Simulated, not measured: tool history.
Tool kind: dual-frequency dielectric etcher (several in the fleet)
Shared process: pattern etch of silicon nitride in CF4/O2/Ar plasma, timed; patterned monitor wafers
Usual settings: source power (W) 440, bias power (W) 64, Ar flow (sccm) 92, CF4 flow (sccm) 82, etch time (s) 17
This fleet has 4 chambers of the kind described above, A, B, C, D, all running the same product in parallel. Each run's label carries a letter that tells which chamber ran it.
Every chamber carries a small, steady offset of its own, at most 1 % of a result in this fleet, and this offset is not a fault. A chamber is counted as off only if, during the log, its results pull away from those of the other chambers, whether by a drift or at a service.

| run | hour | source power (W) | bias power (W) | Ar flow (sccm) | CF4 flow (sccm) | etch time (s) | hours since the last wet clean | hours since the last source power generator calibration | hours since the last bias power generator calibration | hours since the last Ar flow controller change | hours since the last CF4 flow controller change | read-back reference wafer on the same gauge, depth_nm | mean etch depth across the wafer (angstrom) |
|---|---|---|---|---|---|---|---|---|---|---|---|---|---|
|  | 0.2 | chamber D: wet clean of the chamber |
| 1A | 3.5 | 440 | 64 | 92 | 82 | 17 | 166.4 | 81.5 | 466.3 | 601.1 | 2223.3 | 26.003 | 310.54 |
| 2C | 5.8 | 440 | 64 | 92 | 82 | 17 | 321.2 | 845.3 | 908.9 | 3532.3 | 2523.3 | 25.997 | 312.27 |
| 3B | 8.4 | 440 | 64 | 92 | 82 | 17 | 146.1 | 1462.4 | 922.9 | 1414.4 | 3529.6 | 25.992 | 313.26 |
| 4D | 12.5 | 440 | 64 | 92 | 82 | 17 | 12.4 | 863.0 | 3376.3 | 570.0 | 2618.1 | 25.999 | 314.65 |
| 5D | 16.3 | 440 | 64 | 92 | 82 | 17 | 16.2 | 866.8 | 3380.1 | 573.8 | 2621.9 | 25.985 | 314.84 |
| 6A | 18.9 | 440 | 64 | 92 | 82 | 17 | 181.8 | 96.9 | 481.7 | 616.5 | 2238.7 | 25.981 | 310.58 |
| 7C | 23.8 | 490 | 64 | 70 | 82 | 17 | 339.2 | 863.3 | 926.9 | 3550.3 | 2541.3 | 25.981 | 353.23 |
| 8B | 26.6 | 490 | 64 | 70 | 82 | 17 | 164.3 | 1480.6 | 941.1 | 1432.6 | 3547.8 | 25.971 | 353.79 |
|  | 29.8 | chamber C: wet clean of the chamber |
| 9C | 30.9 | 490 | 64 | 70 | 82 | 17 | 1.1 | 870.4 | 934.0 | 3557.4 | 2548.4 | 25.962 | 352.41 |
| 10A | 35.9 | 490 | 64 | 70 | 82 | 17 | 198.8 | 113.9 | 498.7 | 633.5 | 2255.7 | 25.974 | 350.39 |
| 11D | 39.7 | 440 | 64 | 92 | 82 | 17 | 39.6 | 890.2 | 3403.5 | 597.2 | 2645.3 | 25.970 | 314.30 |
| 12B | 43.2 | 440 | 64 | 92 | 82 | 17 | 180.9 | 1497.2 | 957.7 | 1449.2 | 3564.4 | 25.966 | 312.84 |
| 13A | 48.1 | 440 | 64 | 92 | 82 | 17 | 211.0 | 126.1 | 510.9 | 645.7 | 2267.9 | 25.951 | 310.22 |
| 14C | 50.5 | 440 | 64 | 92 | 82 | 17 | 20.7 | 890.0 | 953.6 | 3577.0 | 2568.0 | 25.962 | 312.10 |
| 15B | 53.2 | 440 | 64 | 92 | 82 | 17 | 190.9 | 1507.2 | 967.7 | 1459.2 | 3574.4 | 25.946 | 313.20 |
| 16D | 57.6 | 440 | 64 | 92 | 82 | 17 | 57.5 | 908.1 | 3421.4 | 615.1 | 2663.2 | 25.951 | 313.27 |
| 17C | 60.6 | 440 | 64 | 92 | 82 | 17 | 30.8 | 900.1 | 963.7 | 3587.1 | 2578.1 | 25.949 | 311.77 |
| 18D | 64.2 | 440 | 64 | 92 | 82 | 17 | 64.1 | 914.7 | 3428.0 | 621.7 | 2669.8 | 25.942 | 313.87 |
| 19A | 67.3 | 440 | 64 | 92 | 82 | 17 | 230.2 | 145.3 | 530.1 | 664.9 | 2287.1 | 25.947 | 309.72 |
| 20B | 70.8 | 440 | 77 | 92 | 96 | 17 | 208.5 | 1524.8 | 985.3 | 1476.8 | 3592.0 | 25.939 | 341.84 |
| 21B | 73.1 | 440 | 77 | 92 | 96 | 17 | 210.8 | 1527.1 | 987.6 | 1479.1 | 3594.3 | 25.938 | 342.07 |
| 22A | 76.2 | 440 | 77 | 92 | 96 | 17 | 239.1 | 154.2 | 539.0 | 673.8 | 2296.0 | 25.944 | 338.21 |
| 23D | 80.5 | 440 | 77 | 92 | 96 | 17 | 80.4 | 931.0 | 3444.3 | 638.0 | 2686.1 | 25.918 | 343.10 |
| 24C | 84.8 | 440 | 64 | 92 | 82 | 17 | 55.0 | 924.3 | 987.9 | 3611.3 | 2602.3 | 25.924 | 311.55 |
| 25D | 87.1 | 440 | 64 | 92 | 82 | 17 | 87.0 | 937.6 | 3450.9 | 644.6 | 2692.7 | 25.919 | 313.12 |
| 26A | 89.8 | 440 | 64 | 92 | 82 | 17 | 252.7 | 167.8 | 552.6 | 687.4 | 2309.6 | 25.912 | 309.62 |
| 27B | 94.3 | 440 | 64 | 92 | 82 | 17 | 232.0 | 1548.3 | 1008.8 | 1500.3 | 3615.5 | 25.921 | 312.41 |
| 28C | 98.9 | 440 | 64 | 92 | 66 | 17 | 69.1 | 938.4 | 1002.0 | 3625.4 | 2616.4 | 25.907 | 302.91 |
| 29B | 102.2 | 440 | 64 | 92 | 66 | 17 | 239.9 | 1556.2 | 1016.7 | 1508.2 | 3623.4 | 25.911 | 303.90 |
| 30D | 105.0 | 440 | 64 | 92 | 66 | 17 | 104.9 | 955.5 | 3468.8 | 662.5 | 2710.6 | 25.906 | 305.50 |
| 31C | 107.9 | 440 | 64 | 92 | 66 | 17 | 78.1 | 947.4 | 1011.0 | 3634.4 | 2625.4 | 25.900 | 304.02 |
| 32A | 113.1 | 440 | 64 | 92 | 82 | 17 | 276.0 | 191.1 | 575.9 | 710.7 | 2332.9 | 25.899 | 309.16 |
| 33D | 117.5 | 440 | 64 | 92 | 70 | 17 | 117.4 | 968.0 | 3481.3 | 675.0 | 2723.1 | 25.891 | 307.13 |
| 34B | 121.5 | 440 | 64 | 92 | 70 | 17 | 259.2 | 1575.5 | 1036.0 | 1527.5 | 3642.7 | 25.890 | 306.55 |
| 35A | 125.9 | 440 | 64 | 92 | 70 | 17 | 288.8 | 203.9 | 588.7 | 723.5 | 2345.7 | 25.888 | 302.94 |
| 36C | 131.1 | 440 | 64 | 92 | 70 | 17 | 101.3 | 970.6 | 1034.2 | 3657.6 | 2648.6 | 25.874 | 305.41 |
| 37A | 133.8 | 440 | 64 | 92 | 82 | 17 | 296.7 | 211.8 | 596.6 | 731.4 | 2353.6 | 25.884 | 309.49 |
| 38B | 137.3 | 440 | 64 | 92 | 82 | 17 | 275.0 | 1591.3 | 1051.8 | 1543.3 | 3658.5 | 25.871 | 311.61 |
| 39C | 141.9 | 440 | 64 | 92 | 82 | 17 | 112.1 | 981.4 | 1045.0 | 3668.4 | 2659.4 | 25.870 | 310.61 |
| 40D | 146.2 | 440 | 64 | 92 | 82 | 17 | 146.1 | 996.7 | 3510.0 | 703.7 | 2751.8 | 25.870 | 313.26 |

Each of the 4 chambers runs these same settings next. Fill in every chamber's results:
| 41A | 149.9 | 440 | 64 | 92 | 82 | 17 |  |  |  |  |  |  | ? |
| 41B | 149.9 | 440 | 64 | 92 | 82 | 17 |  |  |  |  |  |  | ? |
| 41C | 149.9 | 440 | 64 | 92 | 82 | 17 |  |  |  |  |  |  | ? |
| 41D | 149.9 | 440 | 64 | 92 | 82 | 17 |  |  |  |  |  |  | ? |

| run | mean etch depth across the wafer (angstrom) |
|---|---|
| 41A | 309.39 |
| 41B | 312.15 |
| 41C | 311.36 |
| 41D | 313.25 |

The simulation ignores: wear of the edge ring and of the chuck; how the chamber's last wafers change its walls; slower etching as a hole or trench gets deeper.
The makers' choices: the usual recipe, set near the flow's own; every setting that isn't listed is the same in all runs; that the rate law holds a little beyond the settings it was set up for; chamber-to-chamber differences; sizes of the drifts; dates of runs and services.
